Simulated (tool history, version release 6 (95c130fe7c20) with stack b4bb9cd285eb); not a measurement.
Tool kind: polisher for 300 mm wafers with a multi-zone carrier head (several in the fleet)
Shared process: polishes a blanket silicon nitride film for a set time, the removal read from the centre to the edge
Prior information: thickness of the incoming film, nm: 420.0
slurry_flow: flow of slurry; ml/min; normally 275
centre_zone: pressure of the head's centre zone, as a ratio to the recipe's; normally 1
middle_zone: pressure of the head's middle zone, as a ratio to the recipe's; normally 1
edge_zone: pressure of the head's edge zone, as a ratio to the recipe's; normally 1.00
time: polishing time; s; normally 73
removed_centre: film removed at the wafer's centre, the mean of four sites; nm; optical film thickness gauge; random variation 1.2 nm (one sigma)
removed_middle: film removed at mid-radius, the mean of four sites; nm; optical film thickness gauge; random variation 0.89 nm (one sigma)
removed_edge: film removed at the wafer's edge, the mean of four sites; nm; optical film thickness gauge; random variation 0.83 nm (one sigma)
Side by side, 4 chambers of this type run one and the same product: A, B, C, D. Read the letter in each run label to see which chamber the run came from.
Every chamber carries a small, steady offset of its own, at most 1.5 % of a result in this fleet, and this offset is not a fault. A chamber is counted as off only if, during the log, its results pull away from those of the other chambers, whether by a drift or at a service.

run,day,slurry_flow,centre_zone,middle_zone,edge_zone,time,removed_centre,removed_middle,removed_edge
1D,0.271,275,1,1,1.00,73,111.03,115.72,114.05
2C,0.567,275,1,1,1.00,73,115.10,112.70,115.94
3A,0.854,275,1,1,1.00,73,113.32,112.58,113.07
4B,1.162,275,1,1,1.00,73,114.59,113.00,112.37
5B,1.458,275,1,1,0.89,73,115.75,113.93,106.66
# day 1.700: chamber A: worn pad replaced by a new one
6D,1.767,275,1,1,0.89,73,110.57,112.15,106.67
# day 1.858: chamber B: worn pad replaced by a new one
7C,2.042,275,1,1,0.89,73,112.73,113.61,109.27
8A,2.379,275,1,1,0.89,73,116.19,113.30,107.57
9A,2.712,275,1,1,1.00,73,113.78,112.79,114.36
# day 2.842: chamber D: worn pad replaced by a new one
10C,2.946,275,1,1,1.00,73,113.50,112.23,114.99
11B,3.117,275,1,1,0.92,92,144.30,143.91,136.49
12D,3.425,275,1,1,0.92,92,142.89,142.52,137.02
13A,3.700,275,1,1,0.92,92,143.82,142.60,136.14
14D,3.950,275,1,1,0.92,92,145.02,142.40,138.45
15B,4.138,275,1,1,1.00,73,113.78,112.27,113.84
# day 4.208: chamber C: worn pad replaced by a new one
16C,4.417,275,1,1,1.00,73,111.64,112.01,113.64
# day 4.442: chamber B: centre zone pressure recalibrated
17D,4.725,275,1,1,1.00,73,114.61,114.02,114.10
18A,4.950,275,1,1,1.00,73,112.15,112.90,111.76
19C,5.175,275,1,1,1.00,73,107.74,112.81,115.06
# day 5.317: chamber A: worn pad replaced by a new one
20B,5.458,275,1,1,1.00,73,113.18,112.97,113.40
21C,5.638,275,1,1,1.00,73,106.65,112.63,115.58
22A,5.967,275,1,1,1.00,73,113.53,113.41,113.81
23D,6.171,275,1,1,1.00,73,112.68,114.92,114.24
24B,6.483,275,1,1,1.00,73,113.16,113.17,112.57
# day 6.571: chamber B: slurry nozzle cleaned
25B,6.721,275,1,1,1.00,73,115.30,113.86,112.58
26C,6.917,275,1,1,1.00,73,105.61,111.98,115.10
# day 7.104: chamber B: worn pad replaced by a new one
27D,7.167,275,1,1,1.00,73,111.97,114.37,114.28
28A,7.512,275,1,1,1.00,73,110.12,111.90,113.91
29B,7.842,275,1,1,1.00,73,115.00,114.76,114.20
# day 7.908: chamber D: worn pad replaced by a new one
30A,8.000,275,1,1,1.00,73,113.96,112.76,113.50
31D,8.175,275,1,1,1.00,73,112.61,113.41,115.21
# day 8.188: chamber D: slurry nozzle cleaned
32C,8.483,275,1,1,1.00,73,101.62,111.90,113.18
# day 8.738: chamber A: worn pad replaced by a new one
33A,8.738,275,1,1,1.00,73,114.44,113.78,114.35
34C,9.029,275,1,1,1.00,73,101.49,113.51,115.93
35D,9.279,275,1,1,1.00,73,111.07,113.22,114.10

The same settings go to every chamber for the next run, one line per chamber below. Forecast the results for each:
36A,9.538,275,1,1,1.00,73,?,?,?
36B,9.538,275,1,1,1.00,73,?,?,?
36C,9.538,275,1,1,1.00,73,?,?,?
36D,9.538,275,1,1,1.00,73,?,?,?

run,removed_centre,removed_middle,removed_edge
36A,114.22,112.58,114.04
36B,112.36,113.82,114.55
36C,101.81,112.36,115.21
36D,111.84,113.90,116.40
